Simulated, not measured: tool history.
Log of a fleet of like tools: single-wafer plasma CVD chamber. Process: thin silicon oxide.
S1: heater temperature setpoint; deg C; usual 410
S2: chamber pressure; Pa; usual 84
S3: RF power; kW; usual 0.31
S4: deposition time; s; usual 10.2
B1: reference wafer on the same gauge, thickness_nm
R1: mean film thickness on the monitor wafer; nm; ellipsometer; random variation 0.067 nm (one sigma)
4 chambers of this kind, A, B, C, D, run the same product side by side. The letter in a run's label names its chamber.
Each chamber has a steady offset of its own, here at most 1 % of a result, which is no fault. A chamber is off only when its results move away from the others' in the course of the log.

Run 1C, hour 7.3: usual settings; B1 13.495. Result: R1 14.872 nm.
Run 2D, hour 14.8: usual settings; B1 13.51. Result: R1 14.693 nm.
Run 3A, hour 22.1: usual settings; B1 13.495. Result: R1 14.852 nm.
Run 4B, hour 30.3: usual settings; B1 13.495. Result: R1 14.912 nm.
Run 5D, hour 35.7: usual settings; B1 13.514. Result: R1 14.697 nm.
Run 6C, hour 43.9: usual settings; B1 13.505. Result: R1 14.878 nm.
Run 7A, hour 50.5: usual settings; B1 13.514. Result: R1 14.877 nm.
Run 8B, hour 57.8: usual settings; B1 13.503. Result: R1 14.908 nm.
Run 9D, hour 63.4: usual settings but S1 415 deg C, S3 0.275 kW; B1 13.479. Result: R1 13.942 nm.
Run 10A, hour 69.6: usual settings but S1 415 deg C, S3 0.275 kW; B1 13.498. Result: R1 14.138 nm.
Run 11C, hour 74.3: usual settings but S1 415 deg C, S3 0.275 kW; B1 13.506. Result: R1 14.048 nm.
Run 12B, hour 78.3: usual settings but S1 415 deg C, S3 0.275 kW; B1 13.489. Result: R1 14.006 nm.
Run 13B, hour 85.2: usual settings but S4 8.8 s; B1 13.513. Result: R1 12.839 nm.
Run 14D, hour 93: usual settings but S4 8.8 s; B1 13.486. Result: R1 12.672 nm.
Run 15A, hour 97.2: usual settings but S4 8.8 s; B1 13.496. Result: R1 12.786 nm.
Run 16C, hour 103.6: usual settings but S4 8.8 s; B1 13.504. Result: R1 12.758 nm.
Run 17A, hour 109: usual settings; B1 13.511. Result: R1 14.805 nm.
Run 18C, hour 114.7: usual settings but S1 417 deg C; B1 13.498. Result: R1 14.742 nm.
Run 19D, hour 119.9: usual settings but S1 417 deg C; B1 13.502. Result: R1 14.69 nm.
Run 20B, hour 128.2: usual settings but S1 417 deg C; B1 13.511. Result: R1 14.758 nm.
Run 21A, hour 132.2: usual settings but S1 417 deg C; B1 13.495. Result: R1 14.837 nm.
Run 22C, hour 139.6: usual settings; B1 13.486. Result: R1 14.8 nm.
Run 23D, hour 147.2: usual settings; B1 13.487. Result: R1 14.746 nm.
At hour 150.9: chamber C: thermocouple changed; heater temperature recalibrated.
Run 24B, hour 153.7: usual settings; B1 13.489. Result: R1 14.888 nm.
Run 25C, hour 160.4: usual settings; B1 13.492. Result: R1 14.81 nm.
Run 26D, hour 166.2: usual settings; B1 13.508. Result: R1 14.674 nm.
Run 27B, hour 172.3: usual settings; B1 13.5. Result: R1 14.756 nm.
Run 28A, hour 178: usual settings; B1 13.493. Result: R1 14.835 nm.
Run 29D, hour 181.9: usual settings; B1 13.487. Result: R1 14.627 nm.
Run 30A, hour 190: usual settings but S2 64 Pa; B1 13.516. Result: R1 10.896 nm.
Run 31B, hour 194.5: usual settings but S2 64 Pa; B1 13.504. Result: R1 10.799 nm.
Run 32C, hour 200.1: usual settings but S2 64 Pa; B1 13.508. Result: R1 11.118 nm.
Run 33B, hour 204.3: usual settings but S2 64 Pa; B1 13.523. Result: R1 10.818 nm.
Run 34C, hour 208.7: usual settings but S1 397 deg C, S4 10.9 s; B1 13.497. Result: R1 16.019 nm.
Run 35D, hour 216.6: usual settings but S1 397 deg C, S4 10.9 s; B1 13.495. Result: R1 15.784 nm.
Run 36A, hour 221.6: usual settings but S1 397 deg C, S4 10.9 s; B1 13.504. Result: R1 16.024 nm.
Run 37C, hour 225.6: usual settings but S1 397 deg C, S4 10.9 s; B1 13.516. Result: R1 15.994 nm.
Run 38B, hour 230.5: usual settings; B1 13.504. Result: R1 14.771 nm.
Run 39A, hour 235: usual settings; B1 13.514. Result: R1 14.918 nm.
Run 40D, hour 241: usual settings; B1 13.503. Result: R1 14.627 nm.
Run 41D, hour 246.6: usual settings but S2 91.6 Pa, S4 9 s; B1 13.51. Result: R1 14.204 nm.

What goes on in this fleet: one chamber off, a drifting gauge, or nothing beyond the chambers' own small offsets? Name the chamber and the cause, if any.

No chamber stands off beyond its own small offset, and the gauge holds steady.

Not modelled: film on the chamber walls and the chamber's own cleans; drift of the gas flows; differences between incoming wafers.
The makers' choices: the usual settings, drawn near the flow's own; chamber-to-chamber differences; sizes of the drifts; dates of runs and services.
